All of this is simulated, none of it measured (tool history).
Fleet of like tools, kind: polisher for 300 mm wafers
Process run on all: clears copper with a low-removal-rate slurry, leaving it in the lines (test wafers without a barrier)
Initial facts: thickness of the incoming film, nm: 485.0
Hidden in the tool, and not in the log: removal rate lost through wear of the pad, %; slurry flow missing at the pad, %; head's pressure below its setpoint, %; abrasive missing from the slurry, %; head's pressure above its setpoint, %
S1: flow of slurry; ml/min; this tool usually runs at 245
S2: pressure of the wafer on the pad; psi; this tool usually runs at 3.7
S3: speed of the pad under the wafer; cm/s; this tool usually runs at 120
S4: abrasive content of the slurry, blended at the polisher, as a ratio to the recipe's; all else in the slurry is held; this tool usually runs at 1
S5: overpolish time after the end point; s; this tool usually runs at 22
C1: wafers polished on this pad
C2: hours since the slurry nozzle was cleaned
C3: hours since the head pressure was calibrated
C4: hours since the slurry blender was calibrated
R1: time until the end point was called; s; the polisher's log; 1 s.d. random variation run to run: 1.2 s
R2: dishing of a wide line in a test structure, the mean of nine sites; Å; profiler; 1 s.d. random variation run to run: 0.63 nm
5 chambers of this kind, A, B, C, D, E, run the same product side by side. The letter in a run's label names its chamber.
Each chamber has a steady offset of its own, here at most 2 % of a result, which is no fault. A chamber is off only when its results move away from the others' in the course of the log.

run	day	S1	S2	S3	S4	S5	C1	C2	C3	C4	R1	R2
1B	0.346	245	3.7	120	1	22	538	133.7	697.4	27.8	126.73	344.57
2E	0.583	245	3.7	120	1	22	794	516.1	841.8	212.7	124.89	337.39
# day 0.675: chamber D: worn pad replaced by a new one
3C	0.912	245	3.7	120	1	22	826	198	667.9	332.1	127.54	351.48
# day 1.108: chamber E: slurry blender recalibrated
4D	1.154	245	3.7	120	1	22	54	64.3	205.1	201.9	128.81	343.03
5A	1.429	245	3.7	120	1	22	719	58.2	895.1	250.4	127.55	328.77
# day 1.462: chamber E: worn pad replaced by a new one
6E	1.671	245	3.7	120	1	22	23	542.2	867.9	13.5	124.36	340.01
7A	2.108	245	3.7	120	1	22	795	74.5	911.4	266.7	127.25	344.3
# day 2.304: chamber B: worn pad replaced by a new one
8C	2.471	245	3.7	120	1	22	1002	235.4	705.3	369.5	124.91	342.88
# day 2.525: chamber E: slurry nozzle cleaned
# day 2.638: chamber C: slurry blender recalibrated
9B	2.812	245	3.7	120	1	22	57	192.9	756.6	87	126.04	333.76
10D	3.092	245	3.7	120	1	22	272	110.8	251.6	248.4	126.72	339.63
11C	3.404	245	3.7	120	1	22	1107	257.8	727.7	18.4	123.93	329.71
12B	3.612	245	3.7	120	1	22	147	212.1	775.8	106.2	125.66	339.67
13E	3.879	290	3.7	160	1	22	272	32.5	920.9	66.5	94.349	384.35
# day 3.912: chamber C: worn pad replaced by a new one
# day 4.254: chamber A: worn pad replaced by a new one
14D	4.279	290	3.7	160	1	22	406	139.3	280.1	276.9	95.445	377.31
15A	4.608	290	3.7	160	1	22	40	134.5	971.4	326.7	92.1	381.5
16C	4.812	290	3.7	160	1	22	101	291.6	761.5	52.2	91.852	375.94
# day 5.079: chamber E: head pressure recalibrated
17E	5.146	290	3.7	160	1	22	415	62.9	1.7	96.9	85.876	392.85
# day 5.379: chamber B: slurry blender recalibrated
# day 5.542: chamber B: slurry nozzle cleaned
18B	5.546	245	3.7	120	1	22	365	0.2	822.2	4	124.95	337.06
19D	5.983	245	3.7	120	1	22	598	180.2	321	317.8	126.42	333.11
20A	6.271	245	3.7	120	1	22	227	174.4	1011.3	366.6	126.82	346.11
21A	6.675	245	3.7	120	1	22	273	184.1	1021	376.3	126.58	337.72
22D	7.025	245	3.7	120	1	22	716	205.2	346	342.8	129.27	344.34
23E	7.267	245	3.7	120	1	22	654	113.8	52.6	147.8	112.46	359.11
24B	7.521	245	3.7	120	1	22	588	47.6	869.6	51.4	125.83	337.27
25C	7.829	245	3.7	120	1	22	441	364	833.9	124.6	126.87	341.51
# day 8.083: chamber D: slurry nozzle cleaned
26A	8.246	245	3.7	120	1	22	450	221.8	1058.7	414	128.04	349.34
27B	8.542	245	3.7	120	1	22	703	72.1	894.1	75.9	125.25	340.31
28E	8.808	245	3.7	120	1	27	828	150.8	89.6	184.8	113.26	386.54
29C	9.221	245	3.7	120	1	27	598	397.4	867.3	158	125.14	372.67
30D	9.554	245	3.7	120	1	27	1001	35.4	406.7	403.5	127.36	369.99
31C	9.983	245	3.7	120	1	27	684	415.7	885.6	176.3	124.41	365.82

Predict what each chamber gives when all 5 of them run the settings below next.
32A	10.296	245	3.7	120	1	11					?	?
32B	10.296	245	3.7	120	1	11					?	?
32C	10.296	245	3.7	120	1	11					?	?
32D	10.296	245	3.7	120	1	11					?	?
32E	10.296	245	3.7	120	1	11					?	?

run	R1	R2
32A	126.88	235.08
32B	126.94	228.22
32C	123.45	230.62
32D	127.86	229.14
32E	114.74	254.51
